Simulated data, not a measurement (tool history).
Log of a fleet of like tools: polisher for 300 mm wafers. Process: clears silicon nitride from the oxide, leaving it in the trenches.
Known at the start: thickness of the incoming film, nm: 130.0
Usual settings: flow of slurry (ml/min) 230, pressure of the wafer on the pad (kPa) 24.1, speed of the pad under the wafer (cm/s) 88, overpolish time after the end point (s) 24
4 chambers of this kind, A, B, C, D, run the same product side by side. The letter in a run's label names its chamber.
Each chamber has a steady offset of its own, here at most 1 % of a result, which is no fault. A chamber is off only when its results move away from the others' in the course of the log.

run,hour,flow of slurry (ml/min),pressure of the wafer on the pad (kPa),speed of the pad under the wafer (cm/s),overpolish time after the end point (s),wafers polished on this pad,hours since the slurry nozzle was cleaned,hours since the head pressure was calibrated,time until the end point was called (s)
1B,8.2,230,24.1,88,24,200,372.2,361.6,154.27
2D,20.5,230,24.1,88,24,738,32.3,597.4,153.47
# hour 22.5: chamber D: head pressure recalibrated
3C,33.1,230,24.1,88,24,779,491.5,631.8,155.79
4A,41.3,230,24.1,88,24,1228,175.3,392.4,156.6
5C,54.5,230,24.1,88,24,934,512.9,653.2,153.28
# hour 68.1: chamber C: worn pad replaced by a new one
# hour 68.6: chamber C: head pressure recalibrated
6B,69.1,230,24.1,88,24,642,433.1,422.5,156.99
# hour 75.9: chamber A: worn pad replaced by a new one
7A,81.6,230,24.1,88,24,41,215.6,432.7,153.45
8D,89.8,230,24.1,88,24,1241,101.6,67.3,156.41
# hour 93.4: chamber D: worn pad replaced by a new one
9B,99.4,230,16.5,88,13,862,463.4,452.8,228.18
10C,105.9,230,16.5,88,13,275,564.3,37.4,226.11
# hour 108.3: chamber B: head pressure recalibrated
11A,112.5,230,16.5,88,13,266,246.5,463.6,223.46
12D,126,230,16.5,88,13,236,137.8,103.5,221.79
# hour 128.9: chamber B: worn pad replaced by a new one
13D,137.3,230,24.1,88,24,318,149.1,114.8,156.04
14A,146.2,230,17.9,88,24,510,280.2,497.3,208.72
15B,153.9,230,17.9,88,24,182,517.9,45.7,213.55
16C,166.6,230,17.9,88,24,715,625,98.1,207.93
17B,175.6,230,17.9,88,24,339,539.6,67.4,207.66
18C,189.3,230,24.1,88,24,880,647.7,120.8,154.41
19D,200,230,24.1,88,24,774,211.8,177.5,156.79
20A,213,230,24.1,88,24,995,347,564.1,155.54
# hour 218.3: chamber C: worn pad replaced by a new one
21B,225.2,230,24.1,88,24,699,589.2,117,156.8
22C,236.7,230,24.1,88,24,134,695.1,168.2,157.16
23D,247.2,230,24.1,88,24,1116,259,224.7,156.43
24A,254.4,230,24.1,64,24,1296,388.4,605.5,214.14
# hour 255.5: chamber A: worn pad replaced by a new one
25C,264.7,230,24.1,64,24,337,723.1,196.2,214.43
26D,274.4,230,24.1,64,24,1314,286.2,251.9,212.81
# hour 285.3: chamber D: worn pad replaced by a new one
27B,288.6,230,24.1,64,24,1159,652.6,180.4,214.76
# hour 294.3: chamber B: worn pad replaced by a new one
28A,297.9,230,24.1,88,24,307,431.9,649,152.65
# hour 302.4: chamber B: slurry nozzle cleaned
29A,308.9,230,24.1,88,24,387,442.9,660,151.31
30C,318.5,230,24.1,88,24,727,776.9,250,156.01
31B,328.7,230,24.1,88,24,250,26.4,220.5,154.29
32D,343.4,230,24.1,88,24,421,355.2,320.9,155.13
# hour 347.6: chamber C: worn pad replaced by a new one
33C,354.4,230,24.1,88,24,49,812.8,285.9,157.41
34B,368.4,230,24.1,88,24,538,66.1,260.2,154.47

What goes on in this fleet: one chamber off, a drifting gauge, or nothing beyond the chambers' own small offsets? Name the chamber and the cause, if any.

No chamber stands off beyond its own small offset, and the gauge holds steady.
